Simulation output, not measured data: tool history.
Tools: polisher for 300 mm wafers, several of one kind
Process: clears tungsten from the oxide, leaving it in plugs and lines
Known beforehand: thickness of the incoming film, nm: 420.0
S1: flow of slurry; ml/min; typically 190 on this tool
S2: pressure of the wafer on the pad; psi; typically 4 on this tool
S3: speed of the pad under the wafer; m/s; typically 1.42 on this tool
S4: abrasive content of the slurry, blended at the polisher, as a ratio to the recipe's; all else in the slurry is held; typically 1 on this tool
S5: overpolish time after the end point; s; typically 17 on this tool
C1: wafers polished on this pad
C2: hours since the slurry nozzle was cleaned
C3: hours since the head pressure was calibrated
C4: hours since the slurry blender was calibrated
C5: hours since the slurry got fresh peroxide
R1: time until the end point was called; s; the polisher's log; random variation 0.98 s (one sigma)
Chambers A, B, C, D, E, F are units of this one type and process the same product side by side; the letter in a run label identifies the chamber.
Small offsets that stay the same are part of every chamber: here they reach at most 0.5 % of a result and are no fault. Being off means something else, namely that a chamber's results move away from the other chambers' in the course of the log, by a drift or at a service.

{"run": "1F", "hour": 3.3, "S1": 190, "S2": 4, "S3": 1.42, "S4": 1, "S5": 17, "C1": 175, "C2": 511.9, "C3": 318.5, "C4": 457, "C5": 26.9, "R1": 58.802}
{"hour": 6.0, "done": "chamber C: worn pad replaced by a new one"}
{"run": "2D", "hour": 9.9, "S1": 190, "S2": 4, "S3": 1.42, "S4": 1, "S5": 17, "C1": 937, "C2": 338.8, "C3": 76.1, "C4": 52.6, "C5": 13.3, "R1": 57.87}
{"run": "3C", "hour": 16.2, "S1": 190, "S2": 4, "S3": 1.42, "S4": 1, "S5": 17, "C1": 112, "C2": 98, "C3": 140.2, "C4": 94.1, "C5": 117.8, "R1": 55.245}
{"hour": 18.1, "done": "chamber B: slurry tank refilled with fresh slurry and peroxide"}
{"run": "4A", "hour": 20.8, "S1": 190, "S2": 4, "S3": 1.42, "S4": 1, "S5": 17, "C1": 1088, "C2": 204.7, "C3": 505.5, "C4": 68.3, "C5": 96.4, "R1": 56.413}
{"hour": 22.3, "done": "chamber B: worn pad replaced by a new one"}
{"run": "5B", "hour": 25.4, "S1": 190, "S2": 4, "S3": 1.42, "S4": 1, "S5": 17, "C1": 34, "C2": 165.2, "C3": 294.9, "C4": 41.9, "C5": 7.4, "R1": 57.054}
{"run": "6E", "hour": 29.0, "S1": 215, "S2": 4, "S3": 1.42, "S4": 1.1, "S5": 17, "C1": 353, "C2": 353.6, "C3": 591, "C4": 273.7, "C5": 32.5, "R1": 52.418}
{"hour": 29.2, "done": "chamber E: slurry nozzle cleaned"}
{"hour": 30.0, "done": "chamber D: worn pad replaced by a new one"}
{"run": "7E", "hour": 36.4, "S1": 215, "S2": 4, "S3": 1.42, "S4": 1.1, "S5": 17, "C1": 434, "C2": 7.3, "C3": 598.4, "C4": 281.1, "C5": 39.9, "R1": 55.097}
{"run": "8D", "hour": 40.8, "S1": 215, "S2": 4, "S3": 1.42, "S4": 1.1, "S5": 17, "C1": 118, "C2": 369.7, "C3": 107, "C4": 83.5, "C5": 44.2, "R1": 53.216}
{"run": "9B", "hour": 44.1, "S1": 215, "S2": 4, "S3": 1.42, "S4": 1.1, "S5": 17, "C1": 239, "C2": 183.9, "C3": 313.6, "C4": 60.6, "C5": 26.1, "R1": 53.71}
{"run": "10C", "hour": 47.5, "S1": 215, "S2": 4, "S3": 1.42, "S4": 1.1, "S5": 17, "C1": 456, "C2": 129.3, "C3": 171.5, "C4": 125.4, "C5": 149.1, "R1": 54.076}
{"run": "11F", "hour": 51.5, "S1": 215, "S2": 4, "S3": 1.42, "S4": 1.1, "S5": 17, "C1": 704, "C2": 560.1, "C3": 366.7, "C4": 505.2, "C5": 75.1, "R1": 52.596}
{"hour": 51.9, "done": "chamber A: slurry blender recalibrated"}
{"hour": 52.4, "done": "chamber E: slurry tank refilled with fresh slurry and peroxide"}
{"run": "12A", "hour": 54.7, "S1": 190, "S2": 4, "S3": 1.42, "S4": 1, "S5": 17, "C1": 1460, "C2": 238.6, "C3": 539.4, "C4": 2.9, "C5": 130.3, "R1": 56.607}
{"run": "13B", "hour": 59.4, "S1": 190, "S2": 4, "S3": 1.42, "S4": 1, "S5": 17, "C1": 407, "C2": 199.2, "C3": 328.9, "C4": 75.9, "C5": 41.4, "R1": 56.873}
{"run": "14A", "hour": 64.1, "S1": 190, "S2": 4, "S3": 1.42, "S4": 1, "S5": 17, "C1": 1563, "C2": 248, "C3": 548.8, "C4": 12.3, "C5": 139.7, "R1": 56.736}
{"hour": 65.3, "done": "chamber A: head pressure recalibrated"}
{"run": "15E", "hour": 68.0, "S1": 190, "S2": 4, "S3": 1.42, "S4": 1, "S5": 17, "C1": 781, "C2": 38.9, "C3": 630, "C4": 312.7, "C5": 15.7, "R1": 55.67}
{"run": "16F", "hour": 71.8, "S1": 190, "S2": 4, "S3": 1.42, "S4": 1, "S5": 17, "C1": 927, "C2": 580.4, "C3": 387, "C4": 525.5, "C5": 95.4, "R1": 54.304}
{"hour": 72.2, "done": "chamber C: slurry tank refilled with fresh slurry and peroxide"}
{"hour": 74.2, "done": "chamber E: worn pad replaced by a new one"}
{"hour": 77.0, "done": "chamber A: worn pad replaced by a new one"}
{"run": "17D", "hour": 78.2, "S1": 190, "S2": 4, "S3": 1.42, "S4": 1, "S5": 17, "C1": 529, "C2": 407.1, "C3": 144.4, "C4": 120.9, "C5": 81.6, "R1": 55.652}
{"run": "18C", "hour": 85.1, "S1": 190, "S2": 4, "S3": 1.42, "S4": 1, "S5": 17, "C1": 868, "C2": 166.9, "C3": 209.1, "C4": 163, "C5": 12.9, "R1": 55.151}
{"run": "19C", "hour": 92.2, "S1": 190, "S2": 4, "S3": 1.42, "S4": 1, "S5": 17, "C1": 946, "C2": 174, "C3": 216.2, "C4": 170.1, "C5": 20, "R1": 53.705}
{"hour": 94.1, "done": "chamber A: slurry tank refilled with fresh slurry and peroxide"}
{"run": "20D", "hour": 98.3, "S1": 190, "S2": 4, "S3": 1.42, "S4": 1, "S5": 17, "C1": 750, "C2": 427.2, "C3": 164.5, "C4": 141, "C5": 101.7, "R1": 55.75}
{"hour": 99.0, "done": "chamber E: slurry tank refilled with fresh slurry and peroxide"}
{"hour": 99.2, "done": "chamber F: worn pad replaced by a new one"}
{"hour": 101.9, "done": "chamber F: slurry blender recalibrated"}
{"run": "21B", "hour": 104.6, "S1": 190, "S2": 4, "S3": 1.42, "S4": 1, "S5": 17, "C1": 903, "C2": 244.4, "C3": 374.1, "C4": 121.1, "C5": 86.6, "R1": 56.825}
{"hour": 105.8, "done": "chamber C: worn pad replaced by a new one"}
{"run": "22F", "hour": 108.0, "S1": 190, "S2": 4, "S3": 1.42, "S4": 1, "S5": 17, "C1": 97, "C2": 616.6, "C3": 423.2, "C4": 6.2, "C5": 131.6, "R1": 54.773}
{"hour": 111.4, "done": "chamber D: slurry tank refilled with fresh slurry and peroxide"}
{"hour": 114.1, "done": "chamber B: worn pad replaced by a new one"}
{"run": "23E", "hour": 114.2, "S1": 190, "S2": 4, "S3": 1.42, "S4": 1, "S5": 17, "C1": 439, "C2": 85.1, "C3": 676.2, "C4": 358.9, "C5": 15.3, "R1": 55.421}
{"hour": 115.7, "done": "chamber B: slurry tank refilled with fresh slurry and peroxide"}
{"run": "24A", "hour": 118.2, "S1": 190, "S2": 4, "S3": 1.42, "S4": 1, "S5": 17, "C1": 453, "C2": 302.1, "C3": 52.9, "C4": 66.4, "C5": 24.1, "R1": 62.365}
{"run": "25D", "hour": 122.0, "S1": 190, "S2": 4, "S3": 1.42, "S4": 1, "S5": 17, "C1": 1010, "C2": 450.9, "C3": 188.2, "C4": 164.7, "C5": 10.7, "R1": 55.312}
{"hour": 125.6, "done": "chamber D: worn pad replaced by a new one"}
{"run": "26C", "hour": 127.0, "S1": 190, "S2": 4, "S3": 1.42, "S4": 1, "S5": 17, "C1": 232, "C2": 208.8, "C3": 251, "C4": 204.9, "C5": 54.8, "R1": 57.767}
{"hour": 129.0, "done": "chamber D: slurry nozzle cleaned"}
{"run": "27E", "hour": 133.8, "S1": 190, "S2": 4, "S3": 1.42, "S4": 1, "S5": 17, "C1": 654, "C2": 104.7, "C3": 695.8, "C4": 378.5, "C5": 34.9, "R1": 56.436}
{"run": "28A", "hour": 137.4, "S1": 190, "S2": 4, "S3": 1.42, "S4": 1, "S5": 17, "C1": 663, "C2": 321.3, "C3": 72.1, "C4": 85.6, "C5": 43.3, "R1": 60.424}
{"run": "29B", "hour": 141.8, "S1": 190, "S2": 4, "S3": 1.42, "S4": 1, "S5": 17, "C1": 304, "C2": 281.6, "C3": 411.3, "C4": 158.3, "C5": 26.1, "R1": 54.079}
{"hour": 143.1, "done": "chamber F: slurry tank refilled with fresh slurry and peroxide"}
{"hour": 144.5, "done": "chamber E: slurry tank refilled with fresh slurry and peroxide"}
{"run": "30F", "hour": 146.9, "S1": 190, "S2": 4, "S3": 1.42, "S4": 1, "S5": 17, "C1": 524, "C2": 655.5, "C3": 462.1, "C4": 45.1, "C5": 3.8, "R1": 56.094}
{"run": "31E", "hour": 150.1, "S1": 190, "S2": 4, "S3": 1.42, "S4": 1, "S5": 17, "C1": 833, "C2": 121, "C3": 712.1, "C4": 394.8, "C5": 5.7, "R1": 55.6}
{"run": "32F", "hour": 154.7, "S1": 190, "S2": 4, "S3": 1.42, "S4": 1, "S5": 17, "C1": 610, "C2": 663.3, "C3": 469.9, "C4": 52.9, "C5": 11.6, "R1": 56.871}
{"run": "33B", "hour": 159.6, "S1": 190, "S2": 4, "S3": 1.42, "S4": 1, "S5": 17, "C1": 499, "C2": 299.4, "C3": 429.1, "C4": 176.1, "C5": 43.9, "R1": 56.162}
{"hour": 162.7, "done": "chamber A: slurry blender recalibrated"}
{"hour": 163.0, "done": "chamber E: worn pad replaced by a new one"}
{"run": "34A", "hour": 164.5, "S1": 190, "S2": 4, "S3": 1.42, "S4": 1, "S5": 12, "C1": 961, "C2": 348.4, "C3": 99.2, "C4": 1.8, "C5": 70.4, "R1": 60.229}
{"run": "35D", "hour": 169.3, "S1": 190, "S2": 4, "S3": 1.42, "S4": 1, "S5": 12, "C1": 480, "C2": 40.3, "C3": 235.5, "C4": 212, "C5": 58, "R1": 55.876}
{"run": "36C", "hour": 173.9, "S1": 190, "S2": 4, "S3": 1.42, "S4": 1, "S5": 12, "C1": 747, "C2": 255.7, "C3": 297.9, "C4": 251.8, "C5": 101.7, "R1": 55.701}
{"run": "37D", "hour": 177.7, "S1": 190, "S2": 4, "S3": 1.42, "S4": 1, "S5": 12, "C1": 572, "C2": 48.7, "C3": 243.9, "C4": 220.4, "C5": 66.4, "R1": 55.703}
{"run": "38E", "hour": 183.0, "S1": 190, "S2": 4, "S3": 1.42, "S4": 1, "S5": 12, "C1": 220, "C2": 153.9, "C3": 745, "C4": 427.7, "C5": 38.6, "R1": 55.506}
{"run": "39C", "hour": 190.0, "S1": 190, "S2": 4, "S3": 1.42, "S4": 1, "S5": 12, "C1": 924, "C2": 271.8, "C3": 314, "C4": 267.9, "C5": 117.8, "R1": 56.007}
{"hour": 191.3, "done": "chamber F: worn pad replaced by a new one"}
{"run": "40B", "hour": 194.3, "S1": 190, "S2": 3.1, "S3": 1.42, "S4": 1.1, "S5": 17, "C1": 880, "C2": 334.1, "C3": 463.8, "C4": 210.8, "C5": 78.6, "R1": 71.38}
{"run": "41F", "hour": 199.3, "S1": 190, "S2": 3.1, "S3": 1.42, "S4": 1.1, "S5": 17, "C1": 88, "C2": 707.9, "C3": 514.5, "C4": 97.5, "C5": 56.2, "R1": 69.629}
{"run": "42A", "hour": 203.0, "S1": 190, "S2": 3.1, "S3": 1.42, "S4": 1.1, "S5": 17, "C1": 1384, "C2": 386.9, "C3": 137.7, "C4": 40.3, "C5": 108.9, "R1": 78.765}
{"hour": 204.9, "done": "chamber C: worn pad replaced by a new one"}
{"run": "43D", "hour": 207.1, "S1": 190, "S2": 3.1, "S3": 1.42, "S4": 1.1, "S5": 17, "C1": 895, "C2": 78.1, "C3": 273.3, "C4": 249.8, "C5": 95.8, "R1": 71.583}
{"run": "44C", "hour": 214.5, "S1": 190, "S2": 3.1, "S3": 1.42, "S4": 1.1, "S5": 17, "C1": 106, "C2": 296.3, "C3": 338.5, "C4": 292.4, "C5": 142.3, "R1": 68.071}

Read the log: is a single chamber off, either drifting away or since a service, is the gauge that measures every chamber drifting, or is nothing wrong beyond small per-chamber offsets? Name any odd chamber and what most likely caused it.

Chamber A came out of a service off from its peers and stayed that way.
What lies behind it: head's pressure below its setpoint, % = 9.84.

Chamber A could run next with any of the 4 candidate recipes listed below; each alters the usual settings, and their results appear as question marks. Which one brings its results back in line with what the other chambers deliver on the usual settings?
In-line tolerance around the mean of the other chambers on the usual settings: R1 3.5 s
{"run": "45A-1", "hour": 219.8, "S1": 155, "S2": 4, "S3": 1.42, "S4": 0.8, "S5": 17, "R1": "?"}
{"run": "45A-2", "hour": 219.8, "S1": 190, "S2": 4.4, "S3": 1.42, "S4": 1, "S5": 17, "R1": "?"}
{"run": "45A-3", "hour": 219.8, "S1": 185, "S2": 3.2, "S3": 1.42, "S4": 1, "S5": 17, "R1": "?"}
{"run": "45A-4", "hour": 219.8, "S1": 190, "S2": 4.9, "S3": 1.42, "S4": 1, "S5": 17, "R1": "?"}

Mean of the other chambers on the usual settings: R1 56.198 s
run=45A-1 R1=69.183
run=45A-2 R1=57.7
run=45A-3 R1=79.658
run=45A-4 R1=51.811
Change 45A-2 lands the chamber within the allowed miss of the other chambers.

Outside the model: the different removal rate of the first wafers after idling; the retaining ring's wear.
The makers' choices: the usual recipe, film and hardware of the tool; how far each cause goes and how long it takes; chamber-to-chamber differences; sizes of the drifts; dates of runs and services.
